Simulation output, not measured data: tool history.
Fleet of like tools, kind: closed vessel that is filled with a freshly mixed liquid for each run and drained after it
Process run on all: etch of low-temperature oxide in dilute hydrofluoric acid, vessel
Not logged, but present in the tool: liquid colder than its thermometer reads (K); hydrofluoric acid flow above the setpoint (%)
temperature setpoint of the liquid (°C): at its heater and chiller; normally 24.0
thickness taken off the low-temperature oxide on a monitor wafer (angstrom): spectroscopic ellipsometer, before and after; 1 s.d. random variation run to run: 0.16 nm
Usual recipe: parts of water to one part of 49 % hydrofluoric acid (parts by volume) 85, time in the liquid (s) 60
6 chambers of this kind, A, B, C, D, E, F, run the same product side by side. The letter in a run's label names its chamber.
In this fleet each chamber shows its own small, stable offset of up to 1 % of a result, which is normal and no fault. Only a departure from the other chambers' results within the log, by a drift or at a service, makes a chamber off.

run,day,temperature setpoint of the liquid (°C),parts of water to one part of 49 % hydrofluoric acid (parts by volume),time in the liquid (s),hours since the thermometer was replaced,hours since the hydrofluoric acid flow meter was replaced,"read-back film thickness of the low-temperature oxide reference wafer, read on the same gauge (nm)",thickness taken off the low-temperature oxide on a monitor wafer (angstrom)
1D,0.217,24.0,85,60,2241.6,333.3,69.991,245.52
2F,0.575,24.0,85,60,2422.7,720.7,70.008,250.03
3A,0.846,24.0,85,60,878.1,713.8,70.005,246.73
4B,1.108,24.0,85,60,682.4,116.6,69.991,248.24
5C,1.458,24.0,85,60,1753.3,66.8,69.993,245.78
6E,1.667,24.0,85,60,465.5,426.3,69.972,247.97
7D,1.958,24.0,85,60,2283.4,375.1,70.043,248.20
8C,2.208,24.0,85,60,1771.3,84.8,69.983,246.14
9F,2.492,24.0,85,60,2468.7,766.7,69.984,245.66
10E,2.717,24.0,85,60,490.7,451.5,70.037,243.80
11B,3.096,28.5,75,60,730.1,164.3,70.041,332.86
12A,3.475,28.5,75,60,941.2,776.9,69.988,336.08
13C,3.704,28.5,75,60,1807.2,120.7,69.977,336.77
14A,3.983,28.5,75,60,953.4,789.1,70.014,334.84
15D,4.225,28.5,75,60,2337.8,429.5,69.971,338.92
16B,4.538,28.5,75,60,764.7,198.9,70.024,329.09
17F,4.862,24.0,85,60,2525.6,823.6,70.015,245.39
18E,5.104,24.0,85,60,548.0,508.8,69.987,246.13
19C,5.283,24.0,85,60,1845.1,158.6,70.035,246.31
20E,5.600,24.0,85,60,559.9,520.7,70.002,245.36
21D,5.958,24.0,85,60,2379.4,471.1,70.013,250.74
22F,6.200,24.0,85,60,2557.7,855.7,70.033,245.91
23B,6.408,24.0,85,60,809.6,243.8,70.028,233.33
24A,6.771,24.0,85,60,1020.3,856.0,69.987,246.71
25B,7.042,24.0,85,60,824.8,259.0,70.031,234.73
26F,7.346,24.0,85,60,2585.2,883.2,70.016,247.57
# day 7.708: chamber F: hydrofluoric acid flow meter replaced
27D,7.733,24.0,65,60,2422.0,513.7,70.031,334.15
28E,7.921,24.0,65,60,615.6,576.4,70.005,332.09
29A,8.267,24.0,65,60,1056.2,891.9,70.034,327.15
30C,8.438,24.0,65,60,1920.8,234.3,69.993,333.34
31C,8.746,24.0,65,60,1928.2,241.7,70.026,333.23
32B,9.008,24.0,65,60,872.0,306.2,69.998,305.68
33D,9.308,24.0,85,60,2459.8,551.5,70.023,246.10
34F,9.683,24.0,120,60,2641.3,47.4,69.988,165.84
35E,9.921,24.0,120,60,663.6,624.4,69.981,167.09
36A,10.283,24.0,120,60,1104.6,940.3,69.988,167.68
37A,10.596,24.0,120,60,1112.1,947.8,70.009,167.98
38F,10.817,24.0,120,60,2668.5,74.6,70.027,167.70
39B,11.142,24.0,120,60,923.2,357.4,70.010,153.78
40D,11.371,24.0,85,60,2509.3,601.0,69.963,246.01

Is one chamber out of step, is the gauge drifting, or do the chambers differ by no more than their own small offsets? For an off chamber, give its letter and the likeliest cause.

Little by little, chamber B moves away from the other chambers.
Cause: liquid colder than its thermometer reads (K) = 2.18.
The log may not tell that from: hydrofluoric acid flow below the setpoint (%).

Which of the 4 candidates below, each the usual settings with something changed and its results left as question marks, puts chamber B back in line with what the other chambers give on the usual settings?
A result is in line if it is within this distance of the other chambers' mean on the usual settings: thickness taken off the low-temperature oxide on a monitor wafer (angstrom) 5.60
41B-1,11.650,22.0,85,60,,,,?
41B-2,11.650,28.5,85,60,,,,?
41B-3,11.650,24.0,85,50,,,,?
41B-4,11.650,24.5,80,60,,,,?

Usual-settings mean across the other chambers: thickness taken off the low-temperature oxide on a monitor wafer (angstrom) 247.14
run,thickness taken off the low-temperature oxide on a monitor wafer (angstrom)
41B-1,209.16
41B-2,271.42
41B-3,189.19
41B-4,247.46
41B-4 is the one that brings the chamber's results back in line with the other chambers.
